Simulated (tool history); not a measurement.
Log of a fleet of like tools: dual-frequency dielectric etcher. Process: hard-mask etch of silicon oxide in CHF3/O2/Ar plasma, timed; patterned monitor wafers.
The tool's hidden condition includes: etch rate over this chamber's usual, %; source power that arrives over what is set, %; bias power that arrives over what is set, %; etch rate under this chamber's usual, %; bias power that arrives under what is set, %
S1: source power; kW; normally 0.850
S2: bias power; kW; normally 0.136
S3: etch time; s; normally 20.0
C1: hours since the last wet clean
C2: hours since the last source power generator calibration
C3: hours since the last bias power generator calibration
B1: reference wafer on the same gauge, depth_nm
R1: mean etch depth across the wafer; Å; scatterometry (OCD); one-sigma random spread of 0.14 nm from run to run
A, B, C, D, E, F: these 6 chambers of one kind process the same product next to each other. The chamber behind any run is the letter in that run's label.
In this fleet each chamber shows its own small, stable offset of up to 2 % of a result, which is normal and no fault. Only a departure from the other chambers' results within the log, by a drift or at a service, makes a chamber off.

run	day	S1	S2	S3	C1	C2	C3	B1	R1
1A	0.133	0.850	0.136	20.0	144.8	1056.4	1629.6	47.124	412.61
2F	0.338	0.850	0.136	20.0	246.5	2235.6	2277.6	47.062	413.73
3B	0.488	0.850	0.136	20.0	89.8	794.7	1741.7	47.075	413.48
4C	0.771	0.850	0.136	20.0	338.0	2845.6	902.7	47.142	417.63
5E	0.983	0.850	0.136	20.0	148.5	1096.9	2455.2	47.089	411.42
6D	1.125	0.850	0.136	20.0	321.8	2190.9	4081.4	47.138	406.41
7F	1.367	0.850	0.136	20.0	271.2	2260.3	2302.3	47.068	414.79
8D	1.638	0.850	0.136	20.0	334.1	2203.2	4093.7	47.105	406.83
9C	1.829	0.850	0.136	20.0	363.4	2871.0	928.1	47.138	415.22
10E	2.038	0.850	0.136	20.0	173.8	1122.2	2480.5	47.085	413.93
11B	2.262	0.850	0.136	20.0	132.4	837.3	1784.3	47.088	411.96
12A	2.529	0.850	0.136	20.0	202.3	1113.9	1687.1	47.109	410.76
13D	2.754	0.850	0.106	14.5	360.9	2230.0	4120.5	47.072	272.75
14B	2.912	0.850	0.106	14.5	148.0	852.9	1799.9	47.128	278.40
15F	3.150	0.850	0.106	14.5	314.0	2303.1	2345.1	47.125	280.24
16A	3.383	0.850	0.106	14.5	222.8	1134.4	1707.6	47.073	277.88
17E	3.638	0.850	0.106	14.5	212.2	1160.6	2518.9	47.109	278.11
# day 3.762: chamber E: bias power generator calibrated
18C	3.821	0.850	0.106	14.5	411.2	2918.8	975.9	47.101	281.54
19B	4.096	0.730	0.120	20.0	176.4	881.3	1828.3	47.088	373.28
20A	4.279	0.730	0.120	20.0	244.3	1155.9	1729.1	47.128	375.21
21D	4.425	0.730	0.120	20.0	401.0	2270.1	4160.6	47.136	367.39
# day 4.633: chamber D: wet clean of the chamber
22C	4.679	0.730	0.120	20.0	431.8	2939.4	996.5	47.096	379.21
23F	4.817	0.730	0.120	20.0	354.0	2343.1	2385.1	47.072	380.61
# day 4.925: chamber C: wet clean of the chamber
24E	5.042	0.730	0.120	20.0	245.9	1194.3	30.7	47.102	372.45
25A	5.308	0.850	0.136	20.0	269.0	1180.6	1753.8	47.089	413.90
26E	5.542	0.850	0.136	20.0	257.9	1206.3	42.7	47.112	411.37
27C	5.704	0.850	0.136	20.0	18.7	2964.0	1021.1	47.120	416.98
28D	5.958	0.850	0.136	20.0	31.8	2306.9	4197.4	47.072	406.49
29B	6.138	0.850	0.165	22.5	225.4	930.3	1877.3	47.086	494.22
30F	6.325	0.850	0.165	22.5	390.2	2379.3	2421.3	47.120	505.83
31E	6.588	0.850	0.165	22.5	283.0	1231.4	67.8	47.078	494.27
32C	6.717	0.850	0.165	22.5	43.0	2988.3	1045.4	47.108	493.96
33B	6.971	0.850	0.165	22.5	245.4	950.3	1897.3	47.137	492.55
34A	7.208	0.850	0.165	22.5	314.6	1226.2	1799.4	47.127	496.12
35F	7.454	0.850	0.136	20.0	417.3	2406.4	2448.4	47.127	422.80
36D	7.654	0.850	0.136	20.0	72.5	2347.6	4238.1	47.121	404.83
37E	7.888	0.750	0.136	14.5	314.2	1262.6	99.0	47.096	284.92

One chamber off, gauge drift, or nothing amiss beyond the chambers' own small offsets? If it is a chamber, which one, and what is the likeliest cause?

Chamber F drifts away from the others.
Most likely cause: etch rate over this chamber's usual, % = 2.59.

Chamber F could run next with any of the 4 candidate recipes listed below; each alters the usual settings, and their results appear as question marks. Which one brings its results back in line with what the other chambers deliver on the usual settings?
Allowed miss from the other chambers' usual-settings mean, per result, to count as in line: R1 4.70 Å
38F-1	8.104	0.850	0.114	20.0					?
38F-2	8.104	0.850	0.137	21.0					?
38F-3	8.104	0.850	0.149	20.0					?
38F-4	8.104	0.850	0.135	19.5					?

Average result of the remaining chambers running the usual settings: R1 412.22 Å
run	R1
38F-1	402.97
38F-2	446.89
38F-3	436.75
38F-4	413.12
38F-4 puts the chamber back in line with the other chambers.
